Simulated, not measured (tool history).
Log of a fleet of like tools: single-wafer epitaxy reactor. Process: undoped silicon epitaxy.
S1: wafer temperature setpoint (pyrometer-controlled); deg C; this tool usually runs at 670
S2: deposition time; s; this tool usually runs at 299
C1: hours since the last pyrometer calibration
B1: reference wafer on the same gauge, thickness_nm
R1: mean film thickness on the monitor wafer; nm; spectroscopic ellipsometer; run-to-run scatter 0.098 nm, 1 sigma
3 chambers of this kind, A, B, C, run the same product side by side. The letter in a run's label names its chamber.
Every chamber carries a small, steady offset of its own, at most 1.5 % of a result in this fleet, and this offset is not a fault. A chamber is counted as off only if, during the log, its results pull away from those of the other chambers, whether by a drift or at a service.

run 1A day=0.538 | S1=670 S2=299 | C1=557.2 | B1=62.3 | R1=77.585
run 2B day=0.8 | S1=670 S2=299 | C1=2261.1 | B1=62.296 | R1=76.706
run 3C day=1.342 | S1=670 S2=299 | C1=1077.9 | B1=62.263 | R1=75.993
run 4C day=1.662 | S1=670 S2=299 | C1=1085.6 | B1=62.246 | R1=75.976
run 5B day=2.1 | S1=670 S2=299 | C1=2292.3 | B1=62.242 | R1=76.907
run 6A day=2.371 | S1=670 S2=299 | C1=601.2 | B1=62.248 | R1=77.546
run 7A day=2.867 | S1=670 S2=299 | C1=613.1 | B1=62.249 | R1=77.429
run 8B day=3.392 | S1=670 S2=299 | C1=2323.3 | B1=62.229 | R1=76.706
run 9C day=3.725 | S1=670 S2=299 | C1=1135.1 | B1=62.202 | R1=75.939
run 10B day=4.088 | S1=665 S2=356 | C1=2340 | B1=62.229 | R1=82.367
run 11A day=4.612 | S1=665 S2=356 | C1=655 | B1=62.187 | R1=83.162
run 12C day=5.012 | S1=665 S2=356 | C1=1166 | B1=62.169 | R1=81.555
run 13A day=5.375 | S1=670 S2=299 | C1=673.3 | B1=62.157 | R1=77.507
run 14C day=5.933 | S1=670 S2=299 | C1=1188.1 | B1=62.153 | R1=75.887
run 15B day=6.25 | S1=670 S2=244 | C1=2391.9 | B1=62.159 | R1=62.652
-- day=6.288 chamber B: pyrometer calibrated
run 16A day=6.775 | S1=670 S2=244 | C1=706.9 | B1=62.127 | R1=63.022
run 17B day=7.25 | S1=670 S2=244 | C1=23.2 | B1=62.131 | R1=62.483
run 18C day=7.521 | S1=670 S2=299 | C1=1226.2 | B1=62.109 | R1=75.738
run 19B day=7.792 | S1=670 S2=299 | C1=36.2 | B1=62.089 | R1=76.772
run 20C day=8.138 | S1=670 S2=331 | C1=1241 | B1=62.132 | R1=83.932
run 21A day=8.688 | S1=670 S2=331 | C1=752.8 | B1=62.107 | R1=85.62
run 22B day=9.204 | S1=670 S2=331 | C1=70.1 | B1=62.085 | R1=85.036
run 23A day=9.529 | S1=670 S2=281 | C1=773 | B1=62.066 | R1=72.719
run 24C day=10.008 | S1=670 S2=281 | C1=1285.9 | B1=62.07 | R1=71.171
run 25A day=10.275 | S1=670 S2=281 | C1=790.9 | B1=62.041 | R1=72.674
run 26C day=10.696 | S1=670 S2=299 | C1=1302.4 | B1=62.056 | R1=75.792
run 27B day=11.042 | S1=670 S2=279 | C1=114.2 | B1=62.035 | R1=71.647
run 28B day=11.562 | S1=670 S2=279 | C1=126.7 | B1=62.024 | R1=71.509
run 29C day=12.017 | S1=670 S2=279 | C1=1334.1 | B1=62.027 | R1=70.532
run 30A day=12.346 | S1=670 S2=299 | C1=840.6 | B1=62.025 | R1=77.215
run 31C day=12.692 | S1=670 S2=299 | C1=1350.3 | B1=61.992 | R1=75.606
run 32A day=13.175 | S1=670 S2=299 | C1=860.5 | B1=61.984 | R1=77.264

All 3 chambers run these settings next. Forecast each chamber's results:
run 33A day=13.596 | S1=670 S2=242 | R1=?
run 33B day=13.596 | S1=670 S2=242 | R1=?
run 33C day=13.596 | S1=670 S2=242 | R1=?

run=33A R1=62.462
run=33B R1=62.042
run=33C R1=61.177
